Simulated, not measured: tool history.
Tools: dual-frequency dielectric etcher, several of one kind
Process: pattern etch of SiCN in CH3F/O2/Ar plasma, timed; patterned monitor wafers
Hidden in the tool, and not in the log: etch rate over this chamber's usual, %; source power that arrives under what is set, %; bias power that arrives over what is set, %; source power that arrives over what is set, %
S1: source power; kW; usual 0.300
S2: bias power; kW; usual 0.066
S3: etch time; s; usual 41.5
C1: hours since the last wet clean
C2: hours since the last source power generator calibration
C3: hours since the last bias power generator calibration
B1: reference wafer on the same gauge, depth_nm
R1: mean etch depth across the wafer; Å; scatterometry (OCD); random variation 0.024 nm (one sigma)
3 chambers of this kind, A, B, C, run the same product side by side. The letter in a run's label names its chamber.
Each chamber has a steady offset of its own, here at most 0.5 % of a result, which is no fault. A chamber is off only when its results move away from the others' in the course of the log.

run,day,S1,S2,S3,C1,C2,C3,B1,R1
1C,0.283,0.300,0.066,41.5,62.1,292.3,298.7,11.701,134.92
2B,0.583,0.300,0.066,41.5,244.0,3486.0,438.8,11.699,136.03
3A,0.908,0.300,0.066,41.5,178.6,2379.9,1494.0,11.706,135.25
4C,1.225,0.300,0.066,41.5,84.7,314.9,321.3,11.704,134.57
5B,1.625,0.300,0.066,41.5,269.0,3511.0,463.8,11.707,136.16
6A,2.021,0.300,0.066,41.5,205.3,2406.6,1520.7,11.715,135.41
7C,2.433,0.300,0.066,41.5,113.7,343.9,350.3,11.715,135.41
8A,2.738,0.300,0.066,33.5,222.5,2423.8,1537.9,11.716,109.41
9B,3.117,0.300,0.066,33.5,304.8,3546.8,499.6,11.716,110.25
10A,3.579,0.300,0.066,33.5,242.7,2444.0,1558.1,11.715,109.42
11B,4.083,0.300,0.066,41.5,328.0,3570.0,522.8,11.721,136.09
12C,4.612,0.300,0.066,41.5,166.0,396.2,402.6,11.722,135.65
13A,4.992,0.300,0.066,41.5,276.6,2477.9,1592.0,11.727,135.27
14C,5.371,0.300,0.066,41.5,184.2,414.4,420.8,11.733,135.66
15B,5.696,0.300,0.066,41.5,366.7,3608.7,561.5,11.741,136.09
16C,5.996,0.300,0.066,41.5,199.2,429.4,435.8,11.730,135.52
17A,6.383,0.300,0.066,41.5,310.0,2511.3,1625.4,11.738,135.53
18B,6.721,0.240,0.052,41.5,391.3,3633.3,586.1,11.737,115.29
19C,7.104,0.240,0.052,41.5,225.8,456.0,462.4,11.740,114.61
20B,7.504,0.240,0.052,41.5,410.1,3652.1,604.9,11.740,115.42
21A,7.900,0.300,0.066,41.5,346.4,2547.7,1661.8,11.750,135.87
22B,8.354,0.300,0.066,41.5,430.5,3672.5,625.3,11.745,136.73
23A,8.675,0.300,0.066,41.5,365.0,2566.3,1680.4,11.752,135.74
24C,9.121,0.300,0.066,41.5,274.2,504.4,510.8,11.748,135.93
25A,9.392,0.300,0.066,41.5,382.2,2583.5,1697.6,11.760,136.31
26C,9.804,0.300,0.066,41.5,290.6,520.8,527.2,11.753,135.92
27B,10.179,0.300,0.066,41.5,474.3,3716.3,669.1,11.765,136.64
28A,10.642,0.300,0.066,41.5,412.2,2613.5,1727.6,11.762,135.91
29C,10.946,0.300,0.066,41.5,318.0,548.2,554.6,11.765,136.07
30B,11.350,0.300,0.066,41.5,502.4,3744.4,697.2,11.771,136.93
31A,11.779,0.300,0.066,41.5,439.5,2640.8,1754.9,11.771,136.42
32B,12.229,0.300,0.066,41.5,523.5,3765.5,718.3,11.769,136.87
33C,12.704,0.300,0.066,41.5,360.2,590.4,596.8,11.775,136.14
34C,13.033,0.300,0.066,41.5,368.1,598.3,604.7,11.774,135.69
# day 13.208: chamber A: wet clean of the chamber
35B,13.512,0.300,0.066,41.5,554.3,3796.3,749.1,11.777,136.75
36A,14.025,0.300,0.066,41.5,19.6,2694.7,1808.8,11.778,136.25

Next, every chamber runs the same settings. What will each give?
37A,14.408,0.330,0.066,41.5,,,,,?
37B,14.408,0.330,0.066,41.5,,,,,?
37C,14.408,0.330,0.066,41.5,,,,,?

run,R1
37A,141.38
37B,142.57
37C,141.22

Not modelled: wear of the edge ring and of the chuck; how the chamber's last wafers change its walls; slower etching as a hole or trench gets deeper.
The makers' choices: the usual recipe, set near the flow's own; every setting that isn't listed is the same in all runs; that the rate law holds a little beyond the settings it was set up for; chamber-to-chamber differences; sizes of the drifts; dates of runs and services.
